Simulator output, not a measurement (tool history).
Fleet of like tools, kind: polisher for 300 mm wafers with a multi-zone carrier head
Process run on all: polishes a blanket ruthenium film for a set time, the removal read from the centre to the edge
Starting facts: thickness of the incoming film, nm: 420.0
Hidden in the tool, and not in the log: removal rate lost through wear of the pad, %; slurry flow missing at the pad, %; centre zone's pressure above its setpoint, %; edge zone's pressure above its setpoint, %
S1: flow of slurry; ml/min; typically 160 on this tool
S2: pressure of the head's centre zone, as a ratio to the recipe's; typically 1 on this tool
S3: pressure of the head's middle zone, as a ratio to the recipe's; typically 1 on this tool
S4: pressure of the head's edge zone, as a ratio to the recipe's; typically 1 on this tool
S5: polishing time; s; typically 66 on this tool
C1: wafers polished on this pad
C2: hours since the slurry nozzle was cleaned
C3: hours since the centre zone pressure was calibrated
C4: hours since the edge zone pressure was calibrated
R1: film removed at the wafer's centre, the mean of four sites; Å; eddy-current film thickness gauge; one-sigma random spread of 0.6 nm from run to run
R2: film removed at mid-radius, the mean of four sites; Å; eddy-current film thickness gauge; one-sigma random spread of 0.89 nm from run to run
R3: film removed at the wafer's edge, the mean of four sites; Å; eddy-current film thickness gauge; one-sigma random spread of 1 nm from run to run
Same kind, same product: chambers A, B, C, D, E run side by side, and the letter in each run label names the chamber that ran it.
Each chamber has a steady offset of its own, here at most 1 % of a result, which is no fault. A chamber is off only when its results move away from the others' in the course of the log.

run,hour,S1,S2,S3,S4,S5,C1,C2,C3,C4,R1,R2,R3
# hour 1.3: chamber E: worn pad replaced by a new one
1D,2.7,160,1,1,1,66,342,172.1,360.3,17.2,722,721.66,713.9
# hour 6.7: chamber A: worn pad replaced by a new one
2B,7.4,160,1,1,1,66,906,310.6,1523.9,505.6,727.03,720.3,718.92
# hour 9.9: chamber B: centre zone pressure recalibrated
# hour 10.2: chamber B: worn pad replaced by a new one
3A,10.8,160,1,1,1,66,58,281,194.7,144.6,705.36,719.58,716.92
4E,14.3,160,1,1,1,66,186,182.1,275.5,237.5,710.94,726.52,721.45
5C,16.8,160,1,1,1,66,682,362.6,464.7,330,717.38,718.22,716.26
6A,21.4,160,1,1,1,66,211,291.6,205.3,155.2,727.6,725.59,744.72
7C,26,160,1,1,1,66,814,371.8,473.9,339.2,721.1,738.78,733.06
8D,28.5,160,1,1,1,66,712,197.9,386.1,43,721.33,714.15,710.33
9B,31.8,160,1,1,1,66,310,335,22,530,720.33,727.32,717.79
10E,35.4,160,1,1,1,66,489,203.2,296.6,258.6,721.89,719.98,722.14
# hour 38.1: chamber E: worn pad replaced by a new one
11E,39.7,160,1,1,1,66,23,207.5,300.9,262.9,717.61,722.51,731.79
# hour 41.7: chamber C: worn pad replaced by a new one
12A,42.6,160,1,1,1,66,515,312.8,226.5,176.4,728.61,720.86,714.77
13C,46.1,160,1,1,1,66,63,391.9,494,359.3,733.05,720.21,716.9
14B,50.5,160,1,1,1,47,578,353.7,40.7,548.7,515.66,513.34,503.83
15D,53.1,160,1,1,1,47,1065,222.5,410.7,67.6,516.1,513.48,512.16
16B,58,160,1,1,1,47,686,361.2,48.2,556.2,501.24,521.83,524.55
17A,62.2,160,1,1,1,47,796,332.4,246.1,196,521.39,518.11,530.38
# hour 64.3: chamber D: worn pad replaced by a new one
18C,65.3,160,1,1,1,47,338,411.1,513.2,378.5,513.25,512.22,510.93
19E,68.7,160,1,1,1,66,439,236.5,329.9,291.9,713.71,719.12,741.16
# hour 70.3: chamber A: worn pad replaced by a new one
20D,71.9,160,1,1,1,66,109,241.3,429.5,86.4,708.65,728.66,719.05
# hour 74.3: chamber B: worn pad replaced by a new one
21A,75,160,1,0.9,1,66,67,345.2,258.9,208.8,748.54,657.35,716.05
# hour 79: chamber E: worn pad replaced by a new one
22C,79.4,160,1,0.9,1,66,541,425.2,527.3,392.6,724.47,662.86,738.83
# hour 83.3: chamber D: centre zone pressure recalibrated
23D,84.3,160,1,0.9,1,66,287,253.7,1.1,98.8,721.05,658.89,740.73
24E,88.6,160,1,0.9,1,66,138,256.4,349.8,311.8,716.42,658.2,725.72
25B,92.2,160,1,0.9,1,66,258,395.4,82.4,590.4,710.48,657.71,720.07
26B,97.2,160,1,1,1,66,329,400.4,87.4,595.4,725.33,738.28,725.24
27E,102,160,1,1,1,66,330,269.8,363.2,325.2,715.23,721.76,727.33
28D,104.9,160,1,1,1,66,583,274.3,21.7,119.4,724.94,737.8,724.84
# hour 105.9: chamber C: worn pad replaced by a new one
29C,107,160,1,1,1,66,16,452.8,554.9,420.2,716.9,718.11,711.61
30A,109.6,160,1,1,1,66,564,379.8,293.5,243.4,758.92,722.99,736.25
31E,114.2,160,1.04,1,0.9,66,505,282,375.4,337.4,752.99,732.09,677.28
# hour 116.4: chamber E: worn pad replaced by a new one
32D,118.7,160,1.04,1,0.9,66,781,288.1,35.5,133.2,760.76,733.39,699.13
33B,122.1,160,1.04,1,0.9,66,687,425.3,112.3,620.3,748.1,720.45,683.56
34C,126.8,160,1.04,1,0.9,66,300,472.6,574.7,440,761.39,748.17,669.56
# hour 127.9: chamber E: edge zone pressure recalibrated
35A,131.8,160,1.04,1,0.9,66,883,402,315.7,265.6,801.72,709.4,692.06
36C,135.3,160,1,0.96,1,66,422,481.1,583.2,448.5,735.46,703.89,713.05
# hour 136.9: chamber A: worn pad replaced by a new one
37E,137.4,160,1,0.96,1,66,302,305.2,398.6,9.6,725.66,695.94,718.97
38A,139.9,160,1,0.96,1,66,43,410.1,323.8,273.7,776.4,694.32,738.64
# hour 141: chamber B: worn pad replaced by a new one
# hour 143: chamber D: worn pad replaced by a new one
39B,144.8,160,1,0.96,1,66,54,448,135,643,719.71,709.29,726.94
40D,149.3,160,1,0.96,1,66,90,318.7,66.1,163.8,723.21,708.79,731.07
# hour 151: chamber E: worn pad replaced by a new one
41A,151.6,160,1,1,1,66,211,421.8,335.5,285.4,782.05,714.05,717.29
42E,154.2,160,1,1,1,66,46,322,415.4,26.4,707.71,716.28,737.09

Each of the 5 chambers runs these same settings next. Fill in every chamber's results:
43A,157.7,160,1,1,1,77,,,,,?,?,?
43B,157.7,160,1,1,1,77,,,,,?,?,?
43C,157.7,160,1,1,1,77,,,,,?,?,?
43D,157.7,160,1,1,1,77,,,,,?,?,?
43E,157.7,160,1,1,1,77,,,,,?,?,?

run,R1,R2,R3
43A,920.18,847.69,835.69
43B,843.97,842.61,835.03
43C,844.56,838.71,839.16
43D,847.98,833.22,841.31
43E,845.27,829.85,846.22

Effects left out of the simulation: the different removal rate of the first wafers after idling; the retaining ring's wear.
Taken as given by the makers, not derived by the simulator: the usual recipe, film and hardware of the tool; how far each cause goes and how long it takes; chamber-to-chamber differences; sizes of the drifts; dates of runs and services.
